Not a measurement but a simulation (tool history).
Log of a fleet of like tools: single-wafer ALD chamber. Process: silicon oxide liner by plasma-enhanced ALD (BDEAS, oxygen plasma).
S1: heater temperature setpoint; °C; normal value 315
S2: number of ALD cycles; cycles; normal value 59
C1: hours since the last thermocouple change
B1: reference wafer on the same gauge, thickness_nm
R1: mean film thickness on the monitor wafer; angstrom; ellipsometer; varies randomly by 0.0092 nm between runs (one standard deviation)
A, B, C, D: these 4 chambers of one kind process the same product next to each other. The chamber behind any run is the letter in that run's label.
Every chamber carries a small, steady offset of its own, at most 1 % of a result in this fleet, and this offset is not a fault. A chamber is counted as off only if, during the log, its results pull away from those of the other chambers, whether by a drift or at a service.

{"run": "1D", "hour": 7.0, "S1": 315, "S2": 59, "C1": 157.4, "B1": 5.9513, "R1": 53.25}
{"hour": 16.5, "done": "chamber A: thermocouple changed; heater temperature recalibrated"}
{"run": "2A", "hour": 17.6, "S1": 315, "S2": 59, "C1": 1.1, "B1": 5.9526, "R1": 53.439}
{"run": "3B", "hour": 26.7, "S1": 315, "S2": 59, "C1": 197.2, "B1": 5.9553, "R1": 53.73}
{"run": "4C", "hour": 36.3, "S1": 315, "S2": 59, "C1": 915.4, "B1": 5.9552, "R1": 54.005}
{"run": "5D", "hour": 45.5, "S1": 315, "S2": 59, "C1": 195.9, "B1": 5.9558, "R1": 53.489}
{"run": "6C", "hour": 53.5, "S1": 315, "S2": 59, "C1": 932.6, "B1": 5.9577, "R1": 53.971}
{"run": "7A", "hour": 62.6, "S1": 315, "S2": 59, "C1": 46.1, "B1": 5.9586, "R1": 53.425}
{"run": "8B", "hour": 68.3, "S1": 315, "S2": 59, "C1": 238.8, "B1": 5.9606, "R1": 53.815}
{"run": "9A", "hour": 79.1, "S1": 315, "S2": 59, "C1": 62.6, "B1": 5.9618, "R1": 53.445}
{"run": "10B", "hour": 89.7, "S1": 315, "S2": 59, "C1": 260.2, "B1": 5.9613, "R1": 53.875}
{"run": "11C", "hour": 95.7, "S1": 315, "S2": 59, "C1": 974.8, "B1": 5.9628, "R1": 53.83}
{"run": "12D", "hour": 103.3, "S1": 315, "S2": 59, "C1": 253.7, "B1": 5.9634, "R1": 53.317}
{"run": "13B", "hour": 109.3, "S1": 315, "S2": 59, "C1": 279.8, "B1": 5.9652, "R1": 53.778}
{"run": "14D", "hour": 117.6, "S1": 315, "S2": 59, "C1": 268, "B1": 5.9672, "R1": 53.514}
{"run": "15A", "hour": 128.8, "S1": 315, "S2": 59, "C1": 112.3, "B1": 5.9685, "R1": 53.374}
{"run": "16C", "hour": 137.5, "S1": 300, "S2": 59, "C1": 1016.6, "B1": 5.9662, "R1": 55.071}
{"run": "17C", "hour": 146.0, "S1": 300, "S2": 59, "C1": 1025.1, "B1": 5.9719, "R1": 55.153}
{"run": "18A", "hour": 153.8, "S1": 300, "S2": 59, "C1": 137.3, "B1": 5.9712, "R1": 54.779}
{"run": "19D", "hour": 164.8, "S1": 300, "S2": 59, "C1": 315.2, "B1": 5.9759, "R1": 54.472}
{"run": "20B", "hour": 176.1, "S1": 315, "S2": 59, "C1": 346.6, "B1": 5.9749, "R1": 53.95}
{"run": "21C", "hour": 185.5, "S1": 315, "S2": 59, "C1": 1064.6, "B1": 5.9757, "R1": 54.067}
{"run": "22B", "hour": 195.4, "S1": 315, "S2": 59, "C1": 365.9, "B1": 5.9782, "R1": 53.892}
{"run": "23D", "hour": 205.9, "S1": 315, "S2": 59, "C1": 356.3, "B1": 5.9766, "R1": 53.588}
{"run": "24A", "hour": 215.2, "S1": 315, "S2": 51, "C1": 198.7, "B1": 5.981, "R1": 46.53}
{"run": "25C", "hour": 222.6, "S1": 315, "S2": 51, "C1": 1101.7, "B1": 5.981, "R1": 46.755}
{"run": "26B", "hour": 232.4, "S1": 315, "S2": 51, "C1": 402.9, "B1": 5.9838, "R1": 46.72}
{"run": "27D", "hour": 238.4, "S1": 315, "S2": 51, "C1": 388.8, "B1": 5.9842, "R1": 46.387}
{"run": "28A", "hour": 244.7, "S1": 315, "S2": 59, "C1": 228.2, "B1": 5.9865, "R1": 53.611}
{"run": "29D", "hour": 255.2, "S1": 322, "S2": 59, "C1": 405.6, "B1": 5.9831, "R1": 53.232}
{"run": "30C", "hour": 262.2, "S1": 322, "S2": 59, "C1": 1141.3, "B1": 5.9889, "R1": 53.748}
{"run": "31A", "hour": 272.9, "S1": 322, "S2": 59, "C1": 256.4, "B1": 5.9887, "R1": 53.157}
{"run": "32B", "hour": 281.2, "S1": 322, "S2": 59, "C1": 451.7, "B1": 5.9874, "R1": 53.545}
{"run": "33D", "hour": 289.6, "S1": 315, "S2": 59, "C1": 440, "B1": 5.9917, "R1": 53.541}

Decide between three cases: one chamber stands off from its peers, the gauge reading all wafers drifts, or nothing is wrong past each chamber's small offset. Where a chamber is off, say which and what most likely put it there.

The shared gauge is drifting. All chambers look as if they move in step, but none is off.
What lies behind it: gauge reads high (%) = 0.706.

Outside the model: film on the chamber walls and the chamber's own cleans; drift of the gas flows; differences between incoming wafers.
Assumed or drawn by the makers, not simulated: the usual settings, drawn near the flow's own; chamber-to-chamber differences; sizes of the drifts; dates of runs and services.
